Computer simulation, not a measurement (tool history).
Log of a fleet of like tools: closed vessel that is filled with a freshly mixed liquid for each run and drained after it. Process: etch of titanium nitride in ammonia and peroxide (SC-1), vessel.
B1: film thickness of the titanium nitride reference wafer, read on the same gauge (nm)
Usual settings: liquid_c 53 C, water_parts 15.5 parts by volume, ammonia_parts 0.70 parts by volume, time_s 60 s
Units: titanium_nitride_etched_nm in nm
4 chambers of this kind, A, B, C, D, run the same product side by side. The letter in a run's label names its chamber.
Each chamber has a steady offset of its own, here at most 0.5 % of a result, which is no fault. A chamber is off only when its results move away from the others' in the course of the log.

run 1C day=0.108 | liquid_c=53 water_parts=15.5 ammonia_parts=0.70 time_s=60 | B1=89.991 | titanium_nitride_etched_nm=4.8683
run 2B day=0.300 | liquid_c=53 water_parts=15.5 ammonia_parts=0.70 time_s=60 | B1=90.024 | titanium_nitride_etched_nm=4.9231
run 3D day=0.529 | liquid_c=53 water_parts=15.5 ammonia_parts=0.70 time_s=60 | B1=90.002 | titanium_nitride_etched_nm=4.8732
run 4A day=0.638 | liquid_c=53 water_parts=15.5 ammonia_parts=0.70 time_s=60 | B1=89.989 | titanium_nitride_etched_nm=4.8344
run 5D day=0.754 | liquid_c=53 water_parts=15.5 ammonia_parts=0.85 time_s=60 | B1=89.963 | titanium_nitride_etched_nm=5.1132
run 6B day=0.900 | liquid_c=53 water_parts=15.5 ammonia_parts=0.85 time_s=60 | B1=90.000 | titanium_nitride_etched_nm=5.1195
run 7C day=1.033 | liquid_c=53 water_parts=15.5 ammonia_parts=0.85 time_s=60 | B1=90.003 | titanium_nitride_etched_nm=5.0459
run 8A day=1.221 | liquid_c=53 water_parts=15.5 ammonia_parts=0.85 time_s=60 | B1=89.981 | titanium_nitride_etched_nm=5.0936
run 9D day=1.429 | liquid_c=53 water_parts=15.5 ammonia_parts=0.70 time_s=60 | B1=90.021 | titanium_nitride_etched_nm=4.9283
run 10A day=1.550 | liquid_c=53 water_parts=15.5 ammonia_parts=0.40 time_s=75 | B1=90.022 | titanium_nitride_etched_nm=5.4891
run 11C day=1.783 | liquid_c=53 water_parts=15.5 ammonia_parts=0.40 time_s=75 | B1=89.995 | titanium_nitride_etched_nm=5.4970
run 12B day=1.979 | liquid_c=53 water_parts=15.5 ammonia_parts=0.40 time_s=75 | B1=90.009 | titanium_nitride_etched_nm=5.5761
run 13B day=2.096 | liquid_c=53 water_parts=15.5 ammonia_parts=0.40 time_s=75 | B1=89.990 | titanium_nitride_etched_nm=5.6027
run 14D day=2.312 | liquid_c=53 water_parts=15.5 ammonia_parts=0.70 time_s=60 | B1=90.000 | titanium_nitride_etched_nm=4.9220
run 15C day=2.517 | liquid_c=53 water_parts=15.5 ammonia_parts=0.35 time_s=60 | B1=89.977 | titanium_nitride_etched_nm=4.2681
run 16A day=2.633 | liquid_c=53 water_parts=15.5 ammonia_parts=0.35 time_s=60 | B1=89.996 | titanium_nitride_etched_nm=4.5150
run 17A day=2.842 | liquid_c=53 water_parts=15.5 ammonia_parts=0.35 time_s=60 | B1=90.012 | titanium_nitride_etched_nm=4.5123
run 18C day=2.942 | liquid_c=53 water_parts=15.5 ammonia_parts=0.35 time_s=60 | B1=90.005 | titanium_nitride_etched_nm=4.3597
run 19B day=3.054 | liquid_c=53 water_parts=15.5 ammonia_parts=0.70 time_s=60 | B1=90.014 | titanium_nitride_etched_nm=4.8986
run 20D day=3.171 | liquid_c=53 water_parts=9.5 ammonia_parts=0.70 time_s=60 | B1=90.016 | titanium_nitride_etched_nm=6.3727
run 21A day=3.325 | liquid_c=53 water_parts=9.5 ammonia_parts=0.70 time_s=60 | B1=89.979 | titanium_nitride_etched_nm=6.7575
run 22C day=3.471 | liquid_c=53 water_parts=9.5 ammonia_parts=0.70 time_s=60 | B1=89.993 | titanium_nitride_etched_nm=6.2827
run 23D day=3.683 | liquid_c=53 water_parts=9.5 ammonia_parts=0.70 time_s=60 | B1=89.999 | titanium_nitride_etched_nm=6.3361
run 24B day=3.800 | liquid_c=53 water_parts=15.5 ammonia_parts=0.70 time_s=60 | B1=89.995 | titanium_nitride_etched_nm=4.9821

Next, every chamber runs the same settings. What will each give?
run 25A day=3.967 | liquid_c=53 water_parts=15.5 ammonia_parts=0.60 time_s=60 | titanium_nitride_etched_nm=?
run 25B day=3.967 | liquid_c=53 water_parts=15.5 ammonia_parts=0.60 time_s=60 | titanium_nitride_etched_nm=?
run 25C day=3.967 | liquid_c=53 water_parts=15.5 ammonia_parts=0.60 time_s=60 | titanium_nitride_etched_nm=?
run 25D day=3.967 | liquid_c=53 water_parts=15.5 ammonia_parts=0.60 time_s=60 | titanium_nitride_etched_nm=?

run=25A titanium_nitride_etched_nm=5.1474
run=25B titanium_nitride_etched_nm=4.8194
run=25C titanium_nitride_etched_nm=4.7568
run=25D titanium_nitride_etched_nm=4.8293
